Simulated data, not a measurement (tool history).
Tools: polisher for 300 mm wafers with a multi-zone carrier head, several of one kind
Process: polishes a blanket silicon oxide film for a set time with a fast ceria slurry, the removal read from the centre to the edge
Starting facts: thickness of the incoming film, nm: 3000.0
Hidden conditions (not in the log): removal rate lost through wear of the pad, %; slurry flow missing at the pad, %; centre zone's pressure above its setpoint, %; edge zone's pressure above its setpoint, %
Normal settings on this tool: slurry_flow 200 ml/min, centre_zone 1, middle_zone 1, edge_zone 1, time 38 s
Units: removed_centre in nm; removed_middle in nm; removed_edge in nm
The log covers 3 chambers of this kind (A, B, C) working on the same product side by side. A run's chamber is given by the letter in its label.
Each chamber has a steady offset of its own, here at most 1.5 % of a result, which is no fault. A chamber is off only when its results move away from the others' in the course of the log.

run   hour  slurry_flow  centre_zone  middle_zone  edge_zone  time  wafers polished on this pad  hours since the slurry nozzle was cleaned  hours since the centre zone pressure was calibrated  hours since the edge zone pressure was calibrated  removed_centre  removed_middle  removed_edge
 1C    4.4          200            1            1          1    38                          179                                       47.7                                                 96.5                                               12.4          781.95          770.41        784.88
 2A    7.3          200            1            1          1    38                          257                                       66.1                                                753.6                                             1180.5          787.35          778.34        802.62
 3B   10.7          200            1            1          1    38                          355                                      145.9                                                  566                                              420.8          795.79          797.26        783.31
 4B     16          200            1            1          1    38                          394                                      151.2                                                571.3                                              426.1          785.36          776.58        775.52
 5A   18.3          200            1         1.04          1    38                          338                                       77.1                                                764.6                                             1191.5          798.81          803.91        794.26
 6C   23.2          200            1         1.04          1    38                          317                                       66.5                                                115.3                                               31.2          791.72          816.88        783.76
 7A   25.9          200            1         1.04          1    38                          394                                       84.7                                                772.2                                             1199.1          789.15          794.53        778.12
 8C   30.9          200            1            1          1    38                          373                                       74.2                                                  123                                               38.9          795.39          778.67        775.06
      32.7  -- chamber A: worn pad replaced by a new one
 9B   34.1          200            1            1          1    38                          527                                      169.3                                                589.4                                              444.2          788.63          761.04         798.2
10B   38.4          170            1            1       1.11    38                          559                                      173.6                                                593.7                                              448.5          766.82          757.79        827.08
11C   41.4          170            1            1       1.11    38                          451                                       84.7                                                133.5                                               49.4          764.21          740.77        815.14
      44.9  -- chamber C: worn pad replaced by a new one
12A     45          170            1            1       1.11    38                           90                                      103.8                                                791.3                                             1218.2          765.36          766.64        813.74
13A   47.8          200            1            1          1    38                          111                                      106.6                                                794.1                                               1221          786.33          796.73        790.07
14B   51.1          200            1            1          1    38                          652                                      186.3                                                606.4                                              461.2          792.44           802.8        782.32
15C   55.6          200            1            1          1    38                           79                                       98.9                                                147.7                                               63.6          793.32          771.79        772.04
16A   59.2          200            1            1          1    38                          195                                        118                                                805.5                                             1232.4          785.38          782.63        785.85
17B   62.8          200            1            1          1    38                          738                                        198                                                618.1                                              472.9          788.77          791.04        771.11
      65.8  -- chamber A: centre zone pressure recalibrated
18C   66.9          175            1            1          1    38                          162                                      110.2                                                  159                                               74.9          764.79          772.63        762.45
19C   70.7          175            1            1          1    38                          190                                        114                                                162.8                                               78.7          760.73          773.81        775.51
20A   74.5          175            1            1          1    38                          307                                      133.3                                                  8.7                                             1247.7          772.22          789.86        778.49
21B   79.3          200            1         0.96          1    38                          860                                      214.5                                                634.6                                              489.4          786.18          754.63        790.33
22C   84.4          200            1         0.96          1    38                          291                                      127.7                                                176.5                                               92.4          782.15          732.21        785.05
23B   88.3          200            1         0.96          1    38                          926                                      223.5                                                643.6                                              498.4          783.71          750.59        784.01
24A   90.8          200         0.96            1          1    38                          427                                      149.6                                                   25                                               1264          753.81          790.05        789.08
      92.1  -- chamber A: worn pad replaced by a new one
25B   93.9          200         0.96            1          1    38                          967                                      229.1                                                649.2                                                504          746.93          786.16        781.25
      98.4  -- chamber B: worn pad replaced by a new one
26C   98.5          200         0.96            1          1    38                          394                                      141.8                                                190.6                                              106.5          748.57          769.74        788.32
27A  102.8          200            1            1          1    38                           79                                      161.6                                                   37                                               1276          793.79          786.86        775.27
28C  105.9          200            1            1          1    38                          449                                      149.2                                                  198                                              113.9          785.83          770.35        778.22
29B  110.8          200            1            1          1    38                           91                                        246                                                666.1                                              520.9          787.78          786.16        788.08
30A  114.8          200            1            1          1    38                          167                                      173.6                                                   49                                               1288          787.88          768.39         801.9
       115  -- chamber C: worn pad replaced by a new one
31C  117.9          200            1            1          1    38                           21                                      161.2                                                  210                                              125.9          787.48          784.33        787.96
32B  120.6          200            1            1          1    38                          163                                      255.8                                                675.9                                              530.7           788.8          789.21        788.32
33A  123.2          200            1            1          1    38                          229                                        182                                                 57.4                                             1296.4           788.9          774.14        794.06

One chamber off, gauge drift, or nothing amiss beyond the chambers' own small offsets? If it is a chamber, which one, and what is the likeliest cause?

Nothing is wrong: each chamber keeps only its own small, steady offset and the gauge holds still.

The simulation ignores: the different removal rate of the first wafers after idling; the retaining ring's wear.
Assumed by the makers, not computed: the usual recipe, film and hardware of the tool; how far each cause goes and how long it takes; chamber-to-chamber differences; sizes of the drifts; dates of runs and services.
